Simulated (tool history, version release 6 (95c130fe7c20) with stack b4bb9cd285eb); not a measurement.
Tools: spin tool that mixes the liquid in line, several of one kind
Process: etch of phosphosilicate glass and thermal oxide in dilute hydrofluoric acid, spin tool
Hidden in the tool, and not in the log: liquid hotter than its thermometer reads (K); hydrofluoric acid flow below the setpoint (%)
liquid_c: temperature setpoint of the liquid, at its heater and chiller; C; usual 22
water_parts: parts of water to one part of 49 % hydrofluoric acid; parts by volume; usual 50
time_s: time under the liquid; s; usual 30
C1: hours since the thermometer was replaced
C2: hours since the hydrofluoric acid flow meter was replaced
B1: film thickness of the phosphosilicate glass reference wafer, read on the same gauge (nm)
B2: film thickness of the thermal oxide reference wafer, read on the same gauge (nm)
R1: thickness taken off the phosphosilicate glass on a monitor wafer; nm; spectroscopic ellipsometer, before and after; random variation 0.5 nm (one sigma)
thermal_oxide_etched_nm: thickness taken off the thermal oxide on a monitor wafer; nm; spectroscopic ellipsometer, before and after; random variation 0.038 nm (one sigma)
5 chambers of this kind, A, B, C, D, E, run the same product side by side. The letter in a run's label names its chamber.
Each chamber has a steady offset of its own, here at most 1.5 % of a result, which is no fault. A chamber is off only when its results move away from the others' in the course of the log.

run 1D day=0.45 | liquid_c=22 water_parts=50 time_s=30 | C1=2349.6 C2=256.6 | B1=40.031 B2=80.011 | R1=67.239 thermal_oxide_etched_nm=2.7273
run 2C day=0.908 | liquid_c=22 water_parts=50 time_s=30 | C1=564.7 C2=564.7 | B1=40.02 B2=79.994 | R1=66.779 thermal_oxide_etched_nm=2.7335
run 3B day=1.4 | liquid_c=22 water_parts=50 time_s=30 | C1=2449.3 C2=264 | B1=39.999 B2=79.993 | R1=67.921 thermal_oxide_etched_nm=2.7693
run 4A day=1.988 | liquid_c=22 water_parts=50 time_s=30 | C1=812.3 C2=1505.9 | B1=40.01 B2=79.998 | R1=67.785 thermal_oxide_etched_nm=2.8528
run 5E day=2.517 | liquid_c=22 water_parts=50 time_s=30 | C1=1626.5 C2=336.8 | B1=39.978 B2=79.976 | R1=67.536 thermal_oxide_etched_nm=2.7249
run 6A day=3.079 | liquid_c=22 water_parts=50 time_s=30 | C1=838.5 C2=1532.1 | B1=40.006 B2=79.991 | R1=66.687 thermal_oxide_etched_nm=2.8331
run 7E day=3.579 | liquid_c=25 water_parts=50 time_s=30 | C1=1652 C2=362.3 | B1=40.023 B2=80.01 | R1=76.717 thermal_oxide_etched_nm=3.145
-- day=3.6 chamber B: thermometer replaced
run 8C day=3.946 | liquid_c=25 water_parts=50 time_s=30 | C1=637.6 C2=637.6 | B1=40.006 B2=79.997 | R1=76.249 thermal_oxide_etched_nm=3.1865
run 9D day=4.354 | liquid_c=25 water_parts=50 time_s=30 | C1=2443.3 C2=350.3 | B1=39.991 B2=80.015 | R1=76.658 thermal_oxide_etched_nm=3.1645
-- day=4.362 chamber D: thermometer replaced
run 10B day=4.704 | liquid_c=25 water_parts=50 time_s=30 | C1=26.5 C2=343.3 | B1=40.02 B2=80.03 | R1=77.825 thermal_oxide_etched_nm=3.1925
run 11C day=5.246 | liquid_c=25 water_parts=50 time_s=30 | C1=668.8 C2=668.8 | B1=39.986 B2=79.985 | R1=76.404 thermal_oxide_etched_nm=3.1463
run 12E day=5.683 | liquid_c=22 water_parts=65 time_s=15 | C1=1702.5 C2=412.8 | B1=40.008 B2=79.981 | R1=25.686 thermal_oxide_etched_nm=1.0339
run 13B day=6.304 | liquid_c=22 water_parts=65 time_s=15 | C1=64.9 C2=381.7 | B1=39.959 B2=80.013 | R1=25.355 thermal_oxide_etched_nm=1.0542
run 14A day=6.6 | liquid_c=22 water_parts=65 time_s=15 | C1=923 C2=1616.6 | B1=40 B2=80 | R1=25.691 thermal_oxide_etched_nm=1.0592
run 15D day=7.046 | liquid_c=22 water_parts=65 time_s=15 | C1=64.5 C2=414.9 | B1=39.983 B2=80.006 | R1=25.241 thermal_oxide_etched_nm=1.0392
run 16D day=7.588 | liquid_c=22 water_parts=65 time_s=15 | C1=77.5 C2=427.9 | B1=40.005 B2=79.985 | R1=25.473 thermal_oxide_etched_nm=1.0646
run 17E day=7.917 | liquid_c=22 water_parts=50 time_s=30 | C1=1756.1 C2=466.4 | B1=39.993 B2=80 | R1=67.619 thermal_oxide_etched_nm=2.787
run 18B day=8.258 | liquid_c=22 water_parts=50 time_s=30 | C1=111.8 C2=428.6 | B1=39.955 B2=79.998 | R1=68.254 thermal_oxide_etched_nm=2.8139
run 19A day=8.788 | liquid_c=22 water_parts=30 time_s=30 | C1=975.5 C2=1669.1 | B1=40.012 B2=80.019 | R1=117.04 thermal_oxide_etched_nm=4.8688
run 20C day=9.133 | liquid_c=22 water_parts=30 time_s=30 | C1=762.1 C2=762.1 | B1=39.972 B2=79.971 | R1=113.84 thermal_oxide_etched_nm=4.8891
run 21E day=9.629 | liquid_c=22 water_parts=30 time_s=30 | C1=1797.2 C2=507.5 | B1=40.034 B2=79.997 | R1=117.65 thermal_oxide_etched_nm=4.8728
run 22B day=10.142 | liquid_c=22 water_parts=30 time_s=30 | C1=157 C2=473.8 | B1=39.96 B2=80.007 | R1=114.92 thermal_oxide_etched_nm=4.7122
run 23A day=10.588 | liquid_c=22 water_parts=30 time_s=30 | C1=1018.7 C2=1712.3 | B1=40.012 B2=80.023 | R1=117.23 thermal_oxide_etched_nm=5.0715
run 24C day=11.142 | liquid_c=22 water_parts=50 time_s=30 | C1=810.3 C2=810.3 | B1=40.007 B2=80.014 | R1=67.778 thermal_oxide_etched_nm=2.697
run 25D day=11.762 | liquid_c=24 water_parts=75 time_s=30 | C1=177.7 C2=528.1 | B1=40.042 B2=79.978 | R1=46.211 thermal_oxide_etched_nm=1.9637
run 26A day=12.096 | liquid_c=24 water_parts=75 time_s=30 | C1=1054.9 C2=1748.5 | B1=40.007 B2=79.959 | R1=47.426 thermal_oxide_etched_nm=1.981
run 27B day=12.688 | liquid_c=24 water_parts=75 time_s=30 | C1=218.1 C2=534.9 | B1=39.993 B2=79.989 | R1=47.112 thermal_oxide_etched_nm=1.9132
run 28C day=13.192 | liquid_c=24 water_parts=75 time_s=30 | C1=859.5 C2=859.5 | B1=39.971 B2=80.009 | R1=46.836 thermal_oxide_etched_nm=1.9254
run 29E day=13.85 | liquid_c=24 water_parts=75 time_s=30 | C1=1898.5 C2=608.8 | B1=40.041 B2=80.009 | R1=47.261 thermal_oxide_etched_nm=1.9565
run 30D day=14.338 | liquid_c=22 water_parts=50 time_s=30 | C1=239.5 C2=589.9 | B1=40.008 B2=80.022 | R1=66.473 thermal_oxide_etched_nm=2.79
run 31C day=14.633 | liquid_c=22 water_parts=50 time_s=30 | C1=894.1 C2=894.1 | B1=39.973 B2=80.024 | R1=66.916 thermal_oxide_etched_nm=2.7314
run 32E day=15.071 | liquid_c=22 water_parts=50 time_s=30 | C1=1927.8 C2=638.1 | B1=39.996 B2=79.985 | R1=67.402 thermal_oxide_etched_nm=2.7491
run 33A day=15.579 | liquid_c=22 water_parts=50 time_s=30 | C1=1138.5 C2=1832.1 | B1=39.997 B2=80.004 | R1=66.972 thermal_oxide_etched_nm=2.7223
run 34D day=16.254 | liquid_c=20.5 water_parts=50 time_s=40 | C1=285.5 C2=635.9 | B1=40.009 B2=79.991 | R1=84.598 thermal_oxide_etched_nm=3.4982
-- day=16.733 chamber C: thermometer replaced
run 35B day=16.871 | liquid_c=20.5 water_parts=50 time_s=40 | C1=318.5 C2=635.3 | B1=39.968 B2=79.982 | R1=84.62 thermal_oxide_etched_nm=3.4101
run 36E day=17.375 | liquid_c=20.5 water_parts=50 time_s=40 | C1=1983.1 C2=693.4 | B1=39.999 B2=80.022 | R1=85.768 thermal_oxide_etched_nm=3.5013
run 37C day=17.854 | liquid_c=20.5 water_parts=50 time_s=40 | C1=27 C2=971.4 | B1=40.011 B2=80.008 | R1=83.435 thermal_oxide_etched_nm=3.4914
run 38B day=18.162 | liquid_c=20.5 water_parts=50 time_s=40 | C1=349.5 C2=666.3 | B1=40.028 B2=79.999 | R1=85.189 thermal_oxide_etched_nm=3.5254

What goes on in this fleet: one chamber off, a drifting gauge, or nothing beyond the chambers' own small offsets? Name the chamber and the cause, if any.

No chamber stands off beyond its own small offset, and the gauge holds steady.
